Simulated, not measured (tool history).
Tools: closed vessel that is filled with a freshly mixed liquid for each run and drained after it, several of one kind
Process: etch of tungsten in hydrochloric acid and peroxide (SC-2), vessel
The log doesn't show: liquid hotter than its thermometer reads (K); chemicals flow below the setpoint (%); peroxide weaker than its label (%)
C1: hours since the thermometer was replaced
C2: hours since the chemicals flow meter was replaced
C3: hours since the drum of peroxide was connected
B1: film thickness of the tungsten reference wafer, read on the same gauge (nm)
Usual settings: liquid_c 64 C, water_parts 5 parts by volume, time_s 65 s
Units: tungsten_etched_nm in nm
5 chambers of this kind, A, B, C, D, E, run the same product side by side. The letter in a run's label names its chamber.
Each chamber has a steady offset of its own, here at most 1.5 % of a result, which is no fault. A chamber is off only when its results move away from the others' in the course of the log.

Run 1E, hour 6.9: usual settings; C1 374.4; C2 372.1; C3 436.8; B1 39.989. Result: tungsten_etched_nm 47.119 nm.
Run 2D, hour 10.5: usual settings; C1 204.3; C2 597.2; C3 477.6; B1 40.051. Result: tungsten_etched_nm 47.494 nm.
Run 3B, hour 17.1: usual settings; C1 1342.5; C2 1776.2; C3 316.4; B1 40.001. Result: tungsten_etched_nm 46.965 nm.
Run 4A, hour 22.8: usual settings; C1 706.8; C2 368.2; C3 1047.2; B1 39.995. Result: tungsten_etched_nm 47.201 nm.
At hour 23.2: chamber B: chemicals flow meter replaced.
Run 5C, hour 26.9: usual settings; C1 1420.4; C2 623.6; C3 341.8; B1 39.983. Result: tungsten_etched_nm 47.508 nm.
Run 6C, hour 33.0: usual settings; C1 1426.5; C2 629.7; C3 347.9; B1 39.991. Result: tungsten_etched_nm 46.740 nm.
Run 7E, hour 39.8: usual settings; C1 407.3; C2 405.0; C3 469.7; B1 40.017. Result: tungsten_etched_nm 47.524 nm.
Run 8B, hour 46.0: usual settings; C1 1371.4; C2 22.8; C3 345.3; B1 39.992. Result: tungsten_etched_nm 47.969 nm.
Run 9D, hour 52.6: usual settings; C1 246.4; C2 639.3; C3 519.7; B1 39.993. Result: tungsten_etched_nm 47.890 nm.
Run 10A, hour 56.8: usual settings; C1 740.8; C2 402.2; C3 1081.2; B1 39.978. Result: tungsten_etched_nm 47.688 nm.
Run 11D, hour 62.4: usual settings; C1 256.2; C2 649.1; C3 529.5; B1 39.979. Result: tungsten_etched_nm 48.380 nm.
Run 12C, hour 68.7: usual settings; C1 1462.2; C2 665.4; C3 383.6; B1 40.001. Result: tungsten_etched_nm 45.940 nm.
Run 13A, hour 75.7: usual settings; C1 759.7; C2 421.1; C3 1100.1; B1 39.989. Result: tungsten_etched_nm 47.970 nm.
Run 14E, hour 81.1: usual settings; C1 448.6; C2 446.3; C3 511.0; B1 39.979. Result: tungsten_etched_nm 47.540 nm.
Run 15B, hour 84.4: usual settings; C1 1409.8; C2 61.2; C3 383.7; B1 40.032. Result: tungsten_etched_nm 47.410 nm.
Run 16C, hour 88.7: usual settings but water_parts 7 parts by volume, time_s 80 s; C1 1482.2; C2 685.4; C3 403.6; B1 40.007. Result: tungsten_etched_nm 45.070 nm.
Run 17D, hour 93.8: usual settings but water_parts 7 parts by volume, time_s 80 s; C1 287.6; C2 680.5; C3 560.9; B1 39.994. Result: tungsten_etched_nm 47.099 nm.
Run 18E, hour 97.1: usual settings but water_parts 7 parts by volume, time_s 80 s; C1 464.6; C2 462.3; C3 527.0; B1 39.993. Result: tungsten_etched_nm 45.397 nm.
Run 19B, hour 103.6: usual settings but water_parts 7 parts by volume, time_s 80 s; C1 1429.0; C2 80.4; C3 402.9; B1 40.008. Result: tungsten_etched_nm 45.193 nm.
Run 20A, hour 110.5: usual settings but water_parts 7 parts by volume, time_s 80 s; C1 794.5; C2 455.9; C3 1134.9; B1 39.946. Result: tungsten_etched_nm 45.148 nm.
Run 21C, hour 116.2: usual settings but time_s 95 s; C1 1509.7; C2 712.9; C3 431.1; B1 40.015. Result: tungsten_etched_nm 68.828 nm.
Run 22B, hour 119.7: usual settings but time_s 95 s; C1 1445.1; C2 96.5; C3 419.0; B1 40.035. Result: tungsten_etched_nm 69.158 nm.
Run 23D, hour 126.0: usual settings but time_s 95 s; C1 319.8; C2 712.7; C3 593.1; B1 39.997. Result: tungsten_etched_nm 73.541 nm.
Run 24E, hour 129.4: usual settings but time_s 95 s; C1 496.9; C2 494.6; C3 559.3; B1 40.000. Result: tungsten_etched_nm 69.835 nm.
At hour 133.1: chamber A: new drum of peroxide connected.
Run 25A, hour 134.6: usual settings but time_s 95 s; C1 818.6; C2 480.0; C3 1.5; B1 39.981. Result: tungsten_etched_nm 69.353 nm.
Run 26E, hour 138.4: usual settings; C1 505.9; C2 503.6; C3 568.3; B1 39.999. Result: tungsten_etched_nm 48.195 nm.
At hour 140.9: chamber B: new drum of peroxide connected.
Run 27D, hour 142.5: usual settings; C1 336.3; C2 729.2; C3 609.6; B1 40.001. Result: tungsten_etched_nm 50.477 nm.
Run 28A, hour 146.9: usual settings; C1 830.9; C2 492.3; C3 13.8; B1 40.045. Result: tungsten_etched_nm 47.914 nm.
Run 29B, hour 152.8: usual settings; C1 1478.2; C2 129.6; C3 11.9; B1 40.040. Result: tungsten_etched_nm 47.809 nm.
Run 30C, hour 156.9: usual settings; C1 1550.4; C2 753.6; C3 471.8; B1 40.008. Result: tungsten_etched_nm 46.785 nm.
Run 31C, hour 160.5: usual settings; C1 1554.0; C2 757.2; C3 475.4; B1 40.027. Result: tungsten_etched_nm 46.657 nm.
Run 32A, hour 165.5: usual settings; C1 849.5; C2 510.9; C3 32.4; B1 39.986. Result: tungsten_etched_nm 47.100 nm.
Run 33B, hour 172.2: usual settings; C1 1497.6; C2 149.0; C3 31.3; B1 39.974. Result: tungsten_etched_nm 46.758 nm.

All 5 chambers run these settings next. Forecast each chamber's results:
Run 34A, hour 177.2: usual settings. Result: tungsten_etched_nm ?.
Run 34B, hour 177.2: usual settings. Result: tungsten_etched_nm ?.
Run 34C, hour 177.2: usual settings. Result: tungsten_etched_nm ?.
Run 34D, hour 177.2: usual settings. Result: tungsten_etched_nm ?.
Run 34E, hour 177.2: usual settings. Result: tungsten_etched_nm ?.

run  tungsten_etched_nm
34A              47.159
34B              46.783
34C              47.235
34D              51.460
34E              48.362
